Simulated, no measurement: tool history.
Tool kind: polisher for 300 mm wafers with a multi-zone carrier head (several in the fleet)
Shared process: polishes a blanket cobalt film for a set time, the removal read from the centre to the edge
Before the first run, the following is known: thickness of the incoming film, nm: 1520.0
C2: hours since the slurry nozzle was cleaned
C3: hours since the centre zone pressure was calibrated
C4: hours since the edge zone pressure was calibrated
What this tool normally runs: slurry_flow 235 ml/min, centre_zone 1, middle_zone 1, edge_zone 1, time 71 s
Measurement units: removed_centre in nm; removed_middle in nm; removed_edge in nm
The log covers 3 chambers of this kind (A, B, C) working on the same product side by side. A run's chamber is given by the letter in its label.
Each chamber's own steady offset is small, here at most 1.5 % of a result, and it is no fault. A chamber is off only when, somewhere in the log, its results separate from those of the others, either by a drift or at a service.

{"run": "1B", "hour": 6.2, "slurry_flow": 235, "centre_zone": 1, "middle_zone": 1, "edge_zone": 1, "time": 71, "wafers polished on this pad": 588, "C2": 936, "C3": 958.1, "C4": 403, "removed_centre": 209.58, "removed_middle": 210.88, "removed_edge": 207.41}
{"hour": 9.4, "done": "chamber B: worn pad replaced by a new one"}
{"hour": 14.0, "done": "chamber C: edge zone pressure recalibrated"}
{"run": "2C", "hour": 14.0, "slurry_flow": 235, "centre_zone": 1, "middle_zone": 1, "edge_zone": 1, "time": 71, "wafers polished on this pad": 235, "C2": 405.4, "C3": 279.6, "C4": 0.1, "removed_centre": 211.86, "removed_middle": 209.17, "removed_edge": 213.59}
{"hour": 23.5, "done": "chamber B: slurry nozzle cleaned"}
{"run": "3A", "hour": 27.1, "slurry_flow": 235, "centre_zone": 1, "middle_zone": 1, "edge_zone": 1, "time": 71, "wafers polished on this pad": 293, "C2": 115.4, "C3": 141.3, "C4": 337.8, "removed_centre": 211.44, "removed_middle": 216.95, "removed_edge": 210.55}
{"run": "4B", "hour": 33.1, "slurry_flow": 235, "centre_zone": 1, "middle_zone": 1, "edge_zone": 1, "time": 71, "wafers polished on this pad": 133, "C2": 9.7, "C3": 985, "C4": 429.9, "removed_centre": 208.48, "removed_middle": 206.07, "removed_edge": 209.86}
{"run": "5C", "hour": 42.7, "slurry_flow": 235, "centre_zone": 1, "middle_zone": 1, "edge_zone": 1, "time": 71, "wafers polished on this pad": 397, "C2": 434.1, "C3": 308.3, "C4": 28.8, "removed_centre": 207, "removed_middle": 209.69, "removed_edge": 206.72}
{"run": "6A", "hour": 53.4, "slurry_flow": 235, "centre_zone": 1, "middle_zone": 1.07, "edge_zone": 1, "time": 71, "wafers polished on this pad": 442, "C2": 141.7, "C3": 167.6, "C4": 364.1, "removed_centre": 211.55, "removed_middle": 223.61, "removed_edge": 211.81}
{"run": "7C", "hour": 59.7, "slurry_flow": 235, "centre_zone": 1, "middle_zone": 1.07, "edge_zone": 1, "time": 71, "wafers polished on this pad": 493, "C2": 451.1, "C3": 325.3, "C4": 45.8, "removed_centre": 212.55, "removed_middle": 221.79, "removed_edge": 212.71}
{"run": "8B", "hour": 70.1, "slurry_flow": 235, "centre_zone": 1, "middle_zone": 1.07, "edge_zone": 1, "time": 71, "wafers polished on this pad": 342, "C2": 46.7, "C3": 1022, "C4": 466.9, "removed_centre": 207.8, "removed_middle": 218.17, "removed_edge": 209.02}
{"run": "9A", "hour": 82.4, "slurry_flow": 235, "centre_zone": 1, "middle_zone": 1, "edge_zone": 1, "time": 71, "wafers polished on this pad": 605, "C2": 170.7, "C3": 196.6, "C4": 393.1, "removed_centre": 208.82, "removed_middle": 213.18, "removed_edge": 212.05}
{"run": "10C", "hour": 95.3, "slurry_flow": 235, "centre_zone": 1, "middle_zone": 1, "edge_zone": 1, "time": 71, "wafers polished on this pad": 693, "C2": 486.7, "C3": 360.9, "C4": 81.4, "removed_centre": 210.43, "removed_middle": 203.91, "removed_edge": 213.45}
{"hour": 98.1, "done": "chamber A: slurry nozzle cleaned"}
{"run": "11B", "hour": 108.2, "slurry_flow": 235, "centre_zone": 1, "middle_zone": 1, "edge_zone": 1, "time": 71, "wafers polished on this pad": 557, "C2": 84.8, "C3": 1060.1, "C4": 505, "removed_centre": 208.73, "removed_middle": 210.38, "removed_edge": 208.42}
{"hour": 111.1, "done": "chamber B: worn pad replaced by a new one"}
{"run": "12A", "hour": 114.1, "slurry_flow": 235, "centre_zone": 1, "middle_zone": 1, "edge_zone": 1, "time": 71, "wafers polished on this pad": 784, "C2": 16.1, "C3": 228.3, "C4": 424.8, "removed_centre": 209.46, "removed_middle": 214.13, "removed_edge": 212.7}
{"run": "13B", "hour": 120.8, "slurry_flow": 235, "centre_zone": 1, "middle_zone": 1, "edge_zone": 1, "time": 71, "wafers polished on this pad": 54, "C2": 97.4, "C3": 1072.7, "C4": 517.6, "removed_centre": 210.57, "removed_middle": 205.98, "removed_edge": 208.04}
{"hour": 130.1, "done": "chamber B: centre zone pressure recalibrated"}
{"run": "14A", "hour": 133.6, "slurry_flow": 235, "centre_zone": 0.91, "middle_zone": 1, "edge_zone": 1.06, "time": 71, "wafers polished on this pad": 894, "C2": 35.6, "C3": 247.8, "C4": 444.3, "removed_centre": 190.06, "removed_middle": 209.94, "removed_edge": 220.26}
{"run": "15C", "hour": 140.8, "slurry_flow": 235, "centre_zone": 0.91, "middle_zone": 1, "edge_zone": 1.06, "time": 71, "wafers polished on this pad": 950, "C2": 532.2, "C3": 406.4, "C4": 126.9, "removed_centre": 186.62, "removed_middle": 202.04, "removed_edge": 208.94}
{"run": "16B", "hour": 149.6, "slurry_flow": 235, "centre_zone": 0.91, "middle_zone": 1, "edge_zone": 1.06, "time": 71, "wafers polished on this pad": 217, "C2": 126.2, "C3": 19.6, "C4": 546.4, "removed_centre": 188.4, "removed_middle": 209.2, "removed_edge": 217.02}
{"run": "17A", "hour": 156.8, "slurry_flow": 235, "centre_zone": 1, "middle_zone": 1, "edge_zone": 1, "time": 71, "wafers polished on this pad": 1025, "C2": 58.8, "C3": 271, "C4": 467.5, "removed_centre": 211.56, "removed_middle": 210.35, "removed_edge": 209.09}
{"run": "18C", "hour": 163.2, "slurry_flow": 235, "centre_zone": 1, "middle_zone": 1, "edge_zone": 1, "time": 71, "wafers polished on this pad": 1076, "C2": 554.6, "C3": 428.8, "C4": 149.3, "removed_centre": 202.19, "removed_middle": 202.91, "removed_edge": 203.61}
{"run": "19A", "hour": 172.5, "slurry_flow": 235, "centre_zone": 1, "middle_zone": 1, "edge_zone": 1, "time": 71, "wafers polished on this pad": 1114, "C2": 74.5, "C3": 286.7, "C4": 483.2, "removed_centre": 211.62, "removed_middle": 213.18, "removed_edge": 207.03}
{"hour": 176.3, "done": "chamber A: edge zone pressure recalibrated"}
{"hour": 176.8, "done": "chamber A: worn pad replaced by a new one"}
{"run": "20B", "hour": 178.5, "slurry_flow": 235, "centre_zone": 1, "middle_zone": 1, "edge_zone": 1, "time": 71, "wafers polished on this pad": 380, "C2": 155.1, "C3": 48.5, "C4": 575.3, "removed_centre": 209.32, "removed_middle": 206.54, "removed_edge": 205.71}
{"run": "21C", "hour": 190.2, "slurry_flow": 235, "centre_zone": 1, "middle_zone": 1, "edge_zone": 1, "time": 71, "wafers polished on this pad": 1229, "C2": 581.6, "C3": 455.8, "C4": 176.3, "removed_centre": 202.16, "removed_middle": 202.45, "removed_edge": 199.95}
{"run": "22A", "hour": 202.5, "slurry_flow": 235, "centre_zone": 1, "middle_zone": 1, "edge_zone": 1, "time": 71, "wafers polished on this pad": 145, "C2": 104.5, "C3": 316.7, "C4": 26.2, "removed_centre": 211.45, "removed_middle": 209.56, "removed_edge": 212.91}
{"run": "23B", "hour": 209.5, "slurry_flow": 235, "centre_zone": 1, "middle_zone": 1, "edge_zone": 1, "time": 71, "wafers polished on this pad": 555, "C2": 186.1, "C3": 79.5, "C4": 606.3, "removed_centre": 210.36, "removed_middle": 211.53, "removed_edge": 208.95}
{"run": "24C", "hour": 218.5, "slurry_flow": 235, "centre_zone": 1, "middle_zone": 1, "edge_zone": 1, "time": 71, "wafers polished on this pad": 1388, "C2": 609.9, "C3": 484.1, "C4": 204.6, "removed_centre": 198.01, "removed_middle": 196.84, "removed_edge": 192.17}
{"run": "25A", "hour": 226.7, "slurry_flow": 235, "centre_zone": 0.96, "middle_zone": 1.08, "edge_zone": 1, "time": 71, "wafers polished on this pad": 281, "C2": 128.7, "C3": 340.9, "C4": 50.4, "removed_centre": 201.91, "removed_middle": 231.1, "removed_edge": 216.09}
{"hour": 229.7, "done": "chamber C: slurry nozzle cleaned"}
{"run": "26C", "hour": 233.7, "slurry_flow": 235, "centre_zone": 0.96, "middle_zone": 1.08, "edge_zone": 1, "time": 71, "wafers polished on this pad": 1474, "C2": 4.1, "C3": 499.3, "C4": 219.8, "removed_centre": 191.31, "removed_middle": 209.58, "removed_edge": 197.41}
{"hour": 235.3, "done": "chamber B: worn pad replaced by a new one"}
{"run": "27B", "hour": 242.2, "slurry_flow": 235, "centre_zone": 0.96, "middle_zone": 1.08, "edge_zone": 1, "time": 71, "wafers polished on this pad": 39, "C2": 218.8, "C3": 112.2, "C4": 639, "removed_centre": 199.01, "removed_middle": 222.61, "removed_edge": 210.26}
{"run": "28C", "hour": 253.1, "slurry_flow": 235, "centre_zone": 1, "middle_zone": 1.1, "edge_zone": 1, "time": 71, "wafers polished on this pad": 1583, "C2": 23.5, "C3": 518.7, "C4": 239.2, "removed_centre": 195.91, "removed_middle": 207.04, "removed_edge": 192.04}
{"run": "29B", "hour": 260.3, "slurry_flow": 235, "centre_zone": 1, "middle_zone": 1.1, "edge_zone": 1, "time": 71, "wafers polished on this pad": 141, "C2": 236.9, "C3": 130.3, "C4": 657.1, "removed_centre": 207.91, "removed_middle": 230.07, "removed_edge": 205.34}
{"run": "30A", "hour": 271.5, "slurry_flow": 235, "centre_zone": 1, "middle_zone": 1.1, "edge_zone": 1, "time": 71, "wafers polished on this pad": 534, "C2": 173.5, "C3": 385.7, "C4": 95.2, "removed_centre": 214, "removed_middle": 230.93, "removed_edge": 212.63}
{"run": "31A", "hour": 283.2, "slurry_flow": 235, "centre_zone": 1, "middle_zone": 1, "edge_zone": 1, "time": 71, "wafers polished on this pad": 600, "C2": 185.2, "C3": 397.4, "C4": 106.9, "removed_centre": 207.16, "removed_middle": 209.99, "removed_edge": 206.77}
{"run": "32C", "hour": 294.2, "slurry_flow": 295, "centre_zone": 1, "middle_zone": 1, "edge_zone": 1, "time": 71, "wafers polished on this pad": 1815, "C2": 64.6, "C3": 559.8, "C4": 280.3, "removed_centre": 196.52, "removed_middle": 190.55, "removed_edge": 194.14}

All chambers now run identical settings, listed one chamber a line with results as question marks. What results will each chamber show?
{"run": "33A", "hour": 303.9, "slurry_flow": 235, "centre_zone": 1, "middle_zone": 1, "edge_zone": 1, "time": 71, "removed_centre": "?", "removed_middle": "?", "removed_edge": "?"}
{"run": "33B", "hour": 303.9, "slurry_flow": 235, "centre_zone": 1, "middle_zone": 1, "edge_zone": 1, "time": 71, "removed_centre": "?", "removed_middle": "?", "removed_edge": "?"}
{"run": "33C", "hour": 303.9, "slurry_flow": 235, "centre_zone": 1, "middle_zone": 1, "edge_zone": 1, "time": 71, "removed_centre": "?", "removed_middle": "?", "removed_edge": "?"}

run=33A removed_centre=212.34 removed_middle=208.69 removed_edge=208.29
run=33B removed_centre=210.81 removed_middle=209.57 removed_edge=207.05
run=33C removed_centre=189.93 removed_middle=191.98 removed_edge=187.81

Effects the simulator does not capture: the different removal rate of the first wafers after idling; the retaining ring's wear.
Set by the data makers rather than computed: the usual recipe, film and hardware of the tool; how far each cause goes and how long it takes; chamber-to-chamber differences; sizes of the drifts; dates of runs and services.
